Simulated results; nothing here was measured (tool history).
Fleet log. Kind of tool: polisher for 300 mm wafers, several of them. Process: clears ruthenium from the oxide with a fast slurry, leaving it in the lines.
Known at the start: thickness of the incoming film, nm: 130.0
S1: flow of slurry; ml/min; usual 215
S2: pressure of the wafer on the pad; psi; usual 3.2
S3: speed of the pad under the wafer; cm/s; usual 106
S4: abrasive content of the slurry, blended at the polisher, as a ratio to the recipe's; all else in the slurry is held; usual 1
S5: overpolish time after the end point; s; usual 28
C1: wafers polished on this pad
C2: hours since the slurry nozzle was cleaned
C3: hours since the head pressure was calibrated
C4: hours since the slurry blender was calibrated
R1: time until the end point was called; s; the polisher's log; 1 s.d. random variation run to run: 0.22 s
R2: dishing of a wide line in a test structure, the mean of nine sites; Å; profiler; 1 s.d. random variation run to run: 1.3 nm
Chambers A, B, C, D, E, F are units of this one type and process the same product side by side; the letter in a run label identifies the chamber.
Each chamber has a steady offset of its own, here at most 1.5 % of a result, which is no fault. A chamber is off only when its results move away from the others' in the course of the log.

run,hour,S1,S2,S3,S4,S5,C1,C2,C3,C4,R1,R2
# hour 0.3: chamber B: slurry blender recalibrated
1C,2.8,215,3.2,106,1,28,738,544.6,686.9,161.7,22.487,899.75
# hour 4.2: chamber E: worn pad replaced by a new one
2F,5.6,215,3.2,106,1,28,719,770.9,234.1,82.8,21.827,882.37
3A,7.6,215,3.2,106,1,28,961,55.0,214.0,330.2,22.600,890.06
4B,9.8,215,3.2,106,1,28,732,618.8,455.0,9.5,22.070,857.62
5E,13.4,215,3.2,106,1,28,72,150.5,322.1,17.4,22.171,862.21
# hour 16.5: chamber D: worn pad replaced by a new one
6D,17.6,215,3.2,106,1,28,8,374.2,383.4,108.6,22.494,895.63
# hour 19.5: chamber C: slurry blender recalibrated
7D,20.4,215,3.2,106,1,28,30,377.0,386.2,111.4,21.983,878.80
8A,22.2,215,3.2,106,1,28,1074,69.6,228.6,344.8,22.389,884.38
9E,25.1,215,3.2,106,1,28,162,162.2,333.8,29.1,22.248,869.10
# hour 25.5: chamber C: slurry nozzle cleaned
10F,27.9,215,4.0,106,1,42,892,793.2,256.4,105.1,17.636,1119.10
11C,31.5,215,4.0,106,1,42,961,6.0,715.6,12.0,17.923,1130.50
# hour 32.1: chamber C: head pressure recalibrated
# hour 33.4: chamber B: worn pad replaced by a new one
12B,33.5,215,4.0,106,1,42,0,642.5,478.7,33.2,17.961,1120.60
13C,37.7,215,4.0,106,1,42,1009,12.2,5.6,18.2,17.574,1133.30
14B,42.0,215,4.0,106,1,42,66,651.0,487.2,41.7,17.586,1125.50
# hour 43.1: chamber B: slurry nozzle cleaned
# hour 44.0: chamber A: worn pad replaced by a new one
15D,44.1,215,4.0,106,1,42,214,400.7,409.9,135.1,17.682,1121.80
# hour 46.7: chamber C: worn pad replaced by a new one
16A,47.8,215,3.2,106,1,28,30,95.2,254.2,370.4,22.573,891.65
17F,50.6,215,3.2,106,1,28,1068,815.9,279.1,127.8,22.223,855.81
18E,54.0,215,3.2,106,1,28,386,191.1,362.7,58.0,22.289,904.77
19A,56.9,215,3.2,106,1,28,100,104.3,263.3,379.5,22.477,862.15
# hour 60.5: chamber F: slurry blender recalibrated
20E,60.7,215,3.2,106,1,28,438,197.8,369.4,64.7,22.210,873.88
21D,63.2,215,3.2,106,1,28,362,419.8,429.0,154.2,22.582,875.55
22B,66.9,240,3.2,106,1,28,259,23.8,512.1,66.6,22.168,887.93
# hour 67.8: chamber F: worn pad replaced by a new one
23C,70.1,240,3.2,106,1,28,182,44.6,38.0,50.6,21.834,870.26
# hour 70.8: chamber A: slurry blender recalibrated
24F,74.0,240,3.2,106,1,28,48,839.3,302.5,13.6,21.689,880.23
25D,76.7,240,3.2,106,1,28,466,433.3,442.5,167.7,22.233,852.18
26F,80.6,240,3.2,106,1,28,99,845.9,309.1,20.2,21.805,891.16
# hour 82.1: chamber E: worn pad replaced by a new one
27E,84.7,240,3.2,106,1,28,20,221.8,393.4,88.7,21.515,894.08
28B,86.8,215,3.2,106,1,28,414,43.7,532.0,86.5,22.149,898.82
29C,89.3,215,3.2,106,1,28,330,63.8,57.2,69.8,22.532,866.33
30A,93.3,215,3.2,106,1,28,382,140.7,299.7,22.6,22.459,888.52
31F,95.3,215,3.2,106,1,28,213,860.6,323.8,34.9,22.358,892.54
32A,98.9,215,3.2,106,1,28,426,146.3,305.3,28.2,22.409,854.92
33E,100.8,215,3.2,106,1,28,145,237.9,409.5,104.8,22.285,869.13
# hour 102.6: chamber D: worn pad replaced by a new one
34D,102.9,215,3.2,106,1,28,2,459.5,468.7,193.9,22.458,911.83
35C,106.0,215,3.2,106,1,28,460,80.5,73.9,86.5,22.327,858.72
36B,109.9,215,3.2,106,1,28,593,66.8,555.1,109.6,22.495,872.08
37D,112.2,215,3.2,106,1,28,74,468.8,478.0,203.2,21.902,889.29
38B,114.4,215,3.2,106,1,28,628,71.3,559.6,114.1,22.456,872.81
39C,117.8,215,3.2,106,1,28,551,92.3,85.7,98.3,22.620,871.16
40E,120.4,215,3.2,106,1,28,297,257.5,429.1,124.4,22.491,905.80
41F,123.2,215,3.2,106,1,28,430,888.5,351.7,62.8,21.817,875.13
42A,126.5,215,3.2,106,1,28,640,173.9,332.9,55.8,22.449,880.48

For the next run the whole fleet of 6 chambers uses the same settings. Give each chamber's results:
43A,129.6,215,3.2,106,1,28,,,,,?,?
43B,129.6,215,3.2,106,1,28,,,,,?,?
43C,129.6,215,3.2,106,1,28,,,,,?,?
43D,129.6,215,3.2,106,1,28,,,,,?,?
43E,129.6,215,3.2,106,1,28,,,,,?,?
43F,129.6,215,3.2,106,1,28,,,,,?,?

run,R1,R2
43A,22.600,854.98
43B,22.154,880.72
43C,22.177,862.86
43D,22.344,890.86
43E,22.315,895.84
43F,22.134,877.99
